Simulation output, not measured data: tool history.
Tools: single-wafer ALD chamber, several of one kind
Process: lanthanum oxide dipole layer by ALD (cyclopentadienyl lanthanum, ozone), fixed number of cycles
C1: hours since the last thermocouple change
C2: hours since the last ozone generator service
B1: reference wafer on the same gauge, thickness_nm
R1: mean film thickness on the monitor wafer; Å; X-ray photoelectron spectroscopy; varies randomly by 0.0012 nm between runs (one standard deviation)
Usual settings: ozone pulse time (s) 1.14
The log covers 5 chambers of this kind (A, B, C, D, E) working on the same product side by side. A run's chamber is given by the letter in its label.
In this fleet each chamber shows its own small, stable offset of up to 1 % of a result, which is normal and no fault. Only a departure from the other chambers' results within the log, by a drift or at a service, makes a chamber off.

run 1E hour=7.5 | ozone_pulse_time_(s)=1.14 | C1=905.3 C2=319.7 | B1=0.43008 | R1=5.1795
run 2B hour=15.6 | ozone_pulse_time_(s)=1.14 | C1=1371.7 C2=159.6 | B1=0.43008 | R1=5.2058
run 3C hour=20.3 | ozone_pulse_time_(s)=1.14 | C1=660.8 C2=896.5 | B1=0.42976 | R1=5.1739
run 4D hour=29.2 | ozone_pulse_time_(s)=1.14 | C1=344.3 C2=118.6 | B1=0.43011 | R1=5.2226
run 5A hour=35.1 | ozone_pulse_time_(s)=1.14 | C1=1208 C2=955.6 | B1=0.42989 | R1=5.224
run 6D hour=43 | ozone_pulse_time_(s)=0.97 | C1=358.1 C2=132.4 | B1=0.42995 | R1=4.9971
run 7C hour=48.6 | ozone_pulse_time_(s)=0.97 | C1=689.1 C2=924.8 | B1=0.42982 | R1=4.9202
run 8A hour=53.5 | ozone_pulse_time_(s)=0.97 | C1=1226.4 C2=974 | B1=0.42978 | R1=4.9812
run 9E hour=57.6 | ozone_pulse_time_(s)=0.97 | C1=955.4 C2=369.8 | B1=0.43025 | R1=4.9474
run 10B hour=64.2 | ozone_pulse_time_(s)=0.97 | C1=1420.3 C2=208.2 | B1=0.42991 | R1=4.9666
run 11A hour=68.5 | ozone_pulse_time_(s)=1.14 | C1=1241.4 C2=989 | B1=0.42979 | R1=5.2198
run 12C hour=76.7 | ozone_pulse_time_(s)=0.92 | C1=717.2 C2=952.9 | B1=0.43 | R1=4.8533
run 13E hour=82 | ozone_pulse_time_(s)=0.92 | C1=979.8 C2=394.2 | B1=0.42994 | R1=4.8656
run 14D hour=90.1 | ozone_pulse_time_(s)=0.92 | C1=405.2 C2=179.5 | B1=0.42986 | R1=4.9142
run 15B hour=98.4 | ozone_pulse_time_(s)=0.92 | C1=1454.5 C2=242.4 | B1=0.43037 | R1=4.8833
run 16A hour=102.4 | ozone_pulse_time_(s)=0.92 | C1=1275.3 C2=1022.9 | B1=0.43006 | R1=4.8989
run 17B hour=107.6 | ozone_pulse_time_(s)=1.14 | C1=1463.7 C2=251.6 | B1=0.42996 | R1=5.1911
run 18C hour=113.8 | ozone_pulse_time_(s)=1.14 | C1=754.3 C2=990 | B1=0.4302 | R1=5.1593
run 19E hour=121.7 | ozone_pulse_time_(s)=1.14 | C1=1019.5 C2=433.9 | B1=0.43003 | R1=5.1777
run 20D hour=126.5 | ozone_pulse_time_(s)=1.14 | C1=441.6 C2=215.9 | B1=0.42993 | R1=5.2121
run 21A hour=134.7 | ozone_pulse_time_(s)=1.14 | C1=1307.6 C2=1055.2 | B1=0.43003 | R1=5.1884
run 22D hour=140 | ozone_pulse_time_(s)=1.14 | C1=455.1 C2=229.4 | B1=0.43003 | R1=5.2198
run 23E hour=149 | ozone_pulse_time_(s)=1.14 | C1=1046.8 C2=461.2 | B1=0.43004 | R1=5.1922
run 24B hour=157.7 | ozone_pulse_time_(s)=1.14 | C1=1513.8 C2=301.7 | B1=0.42988 | R1=5.1797
run 25C hour=162.9 | ozone_pulse_time_(s)=1.14 | C1=803.4 C2=1039.1 | B1=0.43007 | R1=5.1743
-- hour=164 chamber A: ozone generator serviced
run 26D hour=167.6 | ozone_pulse_time_(s)=1.14 | C1=482.7 C2=257 | B1=0.42976 | R1=5.2135
run 27A hour=175 | ozone_pulse_time_(s)=0.8 | C1=1347.9 C2=11 | B1=0.42998 | R1=4.6479
run 28E hour=183.6 | ozone_pulse_time_(s)=0.8 | C1=1081.4 C2=495.8 | B1=0.42991 | R1=4.599
run 29B hour=189 | ozone_pulse_time_(s)=0.8 | C1=1545.1 C2=333 | B1=0.42972 | R1=4.6331
run 30C hour=193.1 | ozone_pulse_time_(s)=0.8 | C1=833.6 C2=1069.3 | B1=0.42971 | R1=4.5888
run 31C hour=197.7 | ozone_pulse_time_(s)=0.8 | C1=838.2 C2=1073.9 | B1=0.42982 | R1=4.5881
run 32B hour=203.3 | ozone_pulse_time_(s)=1.14 | C1=1559.4 C2=347.3 | B1=0.4304 | R1=5.2178
run 33E hour=211 | ozone_pulse_time_(s)=1.14 | C1=1108.8 C2=523.2 | B1=0.42988 | R1=5.1767
-- hour=215.2 chamber E: thermocouple changed; heater temperature recalibrated
run 34D hour=217.3 | ozone_pulse_time_(s)=1.14 | C1=532.4 C2=306.7 | B1=0.43019 | R1=5.2174
run 35A hour=222.1 | ozone_pulse_time_(s)=1.33 | C1=1395 C2=58.1 | B1=0.4301 | R1=5.4109
run 36E hour=227.8 | ozone_pulse_time_(s)=1.33 | C1=12.7 C2=540 | B1=0.43012 | R1=5.3611
run 37D hour=232.4 | ozone_pulse_time_(s)=1.33 | C1=547.5 C2=321.8 | B1=0.43024 | R1=5.4033
run 38B hour=238.9 | ozone_pulse_time_(s)=1.33 | C1=1595 C2=382.9 | B1=0.42986 | R1=5.3976

For the next run the whole fleet of 5 chambers uses the same settings. Give each chamber's results:
run 39A hour=245.4 | ozone_pulse_time_(s)=1.14 | R1=?
run 39B hour=245.4 | ozone_pulse_time_(s)=1.14 | R1=?
run 39C hour=245.4 | ozone_pulse_time_(s)=1.14 | R1=?
run 39D hour=245.4 | ozone_pulse_time_(s)=1.14 | R1=?
run 39E hour=245.4 | ozone_pulse_time_(s)=1.14 | R1=?

run=39A R1=5.2204
run=39B R1=5.1879
run=39C R1=5.1734
run=39D R1=5.2481
run=39E R1=5.1971

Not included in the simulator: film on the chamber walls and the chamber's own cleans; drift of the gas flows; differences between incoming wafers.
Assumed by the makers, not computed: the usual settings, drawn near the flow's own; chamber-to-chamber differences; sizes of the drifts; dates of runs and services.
